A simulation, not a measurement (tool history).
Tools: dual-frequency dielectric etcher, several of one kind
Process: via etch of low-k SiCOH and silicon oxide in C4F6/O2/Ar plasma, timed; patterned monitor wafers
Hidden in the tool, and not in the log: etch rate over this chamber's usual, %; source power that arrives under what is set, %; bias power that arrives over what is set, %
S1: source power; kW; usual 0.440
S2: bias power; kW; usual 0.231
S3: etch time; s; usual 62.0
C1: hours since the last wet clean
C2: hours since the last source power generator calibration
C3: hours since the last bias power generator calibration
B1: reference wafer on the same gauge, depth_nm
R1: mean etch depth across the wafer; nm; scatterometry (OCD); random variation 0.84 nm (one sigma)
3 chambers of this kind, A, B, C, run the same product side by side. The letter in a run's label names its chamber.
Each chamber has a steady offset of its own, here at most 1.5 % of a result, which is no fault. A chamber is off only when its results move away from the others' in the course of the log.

Run 1C, hour 7.2: usual settings; C1 62.7; C2 129.8; C3 1649.5; B1 184.07. Result: R1 181.23 nm.
Run 2B, hour 12.8: usual settings; C1 103.3; C2 725.7; C3 2768.8; B1 184.15. Result: R1 184.67 nm.
Run 3A, hour 17.7: usual settings; C1 44.2; C2 458.0; C3 418.4; B1 184.03. Result: R1 179.48 nm.
Run 4A, hour 23.8: usual settings; C1 50.3; C2 464.1; C3 424.5; B1 184.14. Result: R1 180.02 nm.
Run 5B, hour 28.9: usual settings; C1 119.4; C2 741.8; C3 2784.9; B1 183.93. Result: R1 184.10 nm.
Run 6C, hour 34.2: usual settings but S2 0.263 kW; C1 89.7; C2 156.8; C3 1676.5; B1 183.84. Result: R1 189.42 nm.
Run 7A, hour 39.1: usual settings but S2 0.263 kW; C1 65.6; C2 479.4; C3 439.8; B1 183.89. Result: R1 186.53 nm.
Run 8B, hour 43.5: usual settings but S2 0.263 kW; C1 134.0; C2 756.4; C3 2799.5; B1 184.04. Result: R1 193.07 nm.
Run 9C, hour 50.8: usual settings; C1 106.3; C2 173.4; C3 1693.1; B1 183.98. Result: R1 181.34 nm.
Run 10A, hour 57.5: usual settings; C1 84.0; C2 497.8; C3 458.2; B1 184.03. Result: R1 179.88 nm.
Run 11C, hour 64.8: usual settings; C1 120.3; C2 187.4; C3 1707.1; B1 184.01. Result: R1 181.11 nm.
Run 12B, hour 68.6: usual settings; C1 159.1; C2 781.5; C3 2824.6; B1 183.96. Result: R1 185.35 nm.
Run 13A, hour 75.0: usual settings; C1 101.5; C2 515.3; C3 475.7; B1 184.23. Result: R1 179.31 nm.
Run 14B, hour 81.5: usual settings; C1 172.0; C2 794.4; C3 2837.5; B1 184.07. Result: R1 186.72 nm.
Run 15C, hour 88.9: usual settings; C1 144.4; C2 211.5; C3 1731.2; B1 184.15. Result: R1 183.55 nm.
Run 16C, hour 92.5: usual settings; C1 148.0; C2 215.1; C3 1734.8; B1 183.92. Result: R1 182.19 nm.
Run 17B, hour 96.6: usual settings; C1 187.1; C2 809.5; C3 2852.6; B1 184.10. Result: R1 187.08 nm.
Run 18A, hour 101.7: usual settings but S1 0.520 kW, S2 0.182 kW; C1 128.2; C2 542.0; C3 502.4; B1 184.15. Result: R1 177.53 nm.
Run 19C, hour 107.1: usual settings but S1 0.520 kW, S2 0.182 kW; C1 162.6; C2 229.7; C3 1749.4; B1 184.22. Result: R1 179.35 nm.
Run 20A, hour 111.9: usual settings but S1 0.520 kW, S2 0.182 kW; C1 138.4; C2 552.2; C3 512.6; B1 183.92. Result: R1 177.61 nm.
Run 21B, hour 115.5: usual settings; C1 206.0; C2 828.4; C3 2871.5; B1 184.08. Result: R1 189.09 nm.
Run 22A, hour 120.3: usual settings; C1 146.8; C2 560.6; C3 521.0; B1 183.81. Result: R1 180.50 nm.
Run 23B, hour 123.5: usual settings; C1 214.0; C2 836.4; C3 2879.5; B1 184.08. Result: R1 186.62 nm.

Is one chamber off against the others, does the gauge drift, or is nothing wrong? If a chamber is off, say which, and what the likeliest cause is.

Chamber B drifts away from the others.
Cause: etch rate over this chamber's usual, % = 2.99.

Here are 4 candidates for chamber B's next run, each the usual settings with a change, their results left as question marks. Which one brings its results back in line with what the others give on the usual settings?
In line means no further than this from the other chambers' mean on the usual settings: R1 2.90 nm
Run 24B-1, hour 128.8: usual settings but S1 0.410 kW, S2 0.218 kW. Result: R1 ?.
Run 24B-2, hour 128.8: usual settings but S3 64.5 s. Result: R1 ?.
Run 24B-3, hour 128.8: usual settings but S1 0.420 kW. Result: R1 ?.
Run 24B-4, hour 128.8: usual settings but S1 0.450 kW, S2 0.235 kW. Result: R1 ?.

The other chambers' mean on the usual settings: R1 181.06 nm
  run      R1
24B-1  180.66
24B-2  196.83
24B-3  185.83
24B-4  191.93
24B-1 brings the chamber back in line.
